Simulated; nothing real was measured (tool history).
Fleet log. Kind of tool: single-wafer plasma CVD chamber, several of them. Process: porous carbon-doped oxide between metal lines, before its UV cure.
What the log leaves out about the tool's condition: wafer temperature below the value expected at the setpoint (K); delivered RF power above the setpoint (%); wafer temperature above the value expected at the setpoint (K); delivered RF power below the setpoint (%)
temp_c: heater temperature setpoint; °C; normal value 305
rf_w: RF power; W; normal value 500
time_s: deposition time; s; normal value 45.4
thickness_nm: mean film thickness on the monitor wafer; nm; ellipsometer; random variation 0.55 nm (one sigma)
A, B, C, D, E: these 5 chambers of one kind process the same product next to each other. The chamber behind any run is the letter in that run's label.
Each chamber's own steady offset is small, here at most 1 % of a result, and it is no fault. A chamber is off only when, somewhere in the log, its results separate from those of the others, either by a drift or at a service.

| run | hour | temp_c | rf_w | time_s | hours since the last thermocouple change | hours since the last RF generator calibration | read-back reference wafer on the same gauge, thickness_nm | thickness_nm |
|---|---|---|---|---|---|---|---|---|
| 1E | 10.9 | 305 | 500 | 45.4 | 1735.7 | 265.1 | 228.9 | 237.77 |
| 2D | 21.5 | 305 | 500 | 45.4 | 2053.6 | 427.8 | 229.06 | 236.8 |
| 3A | 30.6 | 305 | 500 | 45.4 | 1096.6 | 387.6 | 229.04 | 236.44 |
| 4B | 42 | 305 | 500 | 45.4 | 1044.7 | 1404.7 | 228.95 | 235.36 |
| 5C | 47.7 | 305 | 500 | 45.4 | 311.8 | 1262.1 | 228.98 | 238.41 |
| 6B | 54.3 | 305 | 500 | 45.4 | 1057 | 1417 | 228.94 | 236.47 |
| 7A | 60.9 | 305 | 590 | 45.4 | 1126.9 | 417.9 | 228.82 | 264.65 |
| 8C | 70.1 | 305 | 590 | 45.4 | 334.2 | 1284.5 | 228.95 | 265.41 |
| 9E | 83.1 | 305 | 590 | 45.4 | 1807.9 | 337.3 | 228.91 | 265.34 |
| 10D | 94.9 | 305 | 590 | 45.4 | 2127 | 501.2 | 229.05 | 262.33 |
| 11C | 107.7 | 305 | 590 | 45.4 | 371.8 | 1322.1 | 228.91 | 265.93 |
| 12A | 114.8 | 305 | 500 | 45.4 | 1180.8 | 471.8 | 228.98 | 236.23 |
| 13B | 125.5 | 305 | 500 | 45.4 | 1128.2 | 1488.2 | 228.92 | 234.93 |
| 14E | 137.3 | 305 | 500 | 45.4 | 1862.1 | 391.5 | 228.89 | 236.73 |
| 15D | 143.5 | 305 | 500 | 45.4 | 2175.6 | 549.8 | 228.85 | 235.69 |
| 16C | 153.4 | 305 | 500 | 45.4 | 417.5 | 1367.8 | 229.07 | 238.31 |
| 17D | 163.6 | 305 | 500 | 45.4 | 2195.7 | 569.9 | 229.05 | 236.2 |
| 18E | 170.4 | 318 | 570 | 45.4 | 1895.2 | 424.6 | 228.89 | 241.62 |
| 19A | 180.9 | 318 | 570 | 45.4 | 1246.9 | 537.9 | 228.93 | 241.49 |
| 20B | 192.7 | 318 | 570 | 45.4 | 1195.4 | 1555.4 | 228.89 | 240.46 |
| 21D | 200.1 | 318 | 570 | 45.4 | 2232.2 | 606.4 | 228.99 | 239.38 |
| 22A | 207.6 | 318 | 570 | 45.4 | 1273.6 | 564.6 | 229.12 | 241.12 |
| 23C | 215.7 | 305 | 500 | 45.4 | 479.8 | 1430.1 | 229.04 | 238.02 |
| 24E | 222.1 | 305 | 500 | 52.2 | 1946.9 | 476.3 | 228.93 | 271.8 |
| 25B | 230.7 | 305 | 500 | 52.2 | 1233.4 | 1593.4 | 229.08 | 270.6 |
| 26B | 237.3 | 305 | 500 | 52.2 | 1240 | 1600 | 229.03 | 270.16 |
| 27E | 248.7 | 305 | 500 | 52.2 | 1973.5 | 502.9 | 228.87 | 271.74 |
| 28C | 256.9 | 305 | 500 | 52.2 | 521 | 1471.3 | 229.02 | 272.6 |
| 29D | 264.4 | 305 | 500 | 45.4 | 2296.5 | 670.7 | 228.96 | 236.22 |
| 30A | 270.4 | 305 | 500 | 45.4 | 1336.4 | 627.4 | 229.05 | 236.83 |
| 31B | 278.4 | 305 | 500 | 45.4 | 1281.1 | 1641.1 | 229.01 | 235.1 |
| 32A | 284.7 | 305 | 500 | 45.4 | 1350.7 | 641.7 | 229.07 | 235.82 |

Is one chamber out of step, is the gauge drifting, or do the chambers differ by no more than their own small offsets? For an off chamber, give its letter and the likeliest cause.

All chambers stay in line apart from their small fixed offsets, and the gauge does not drift.
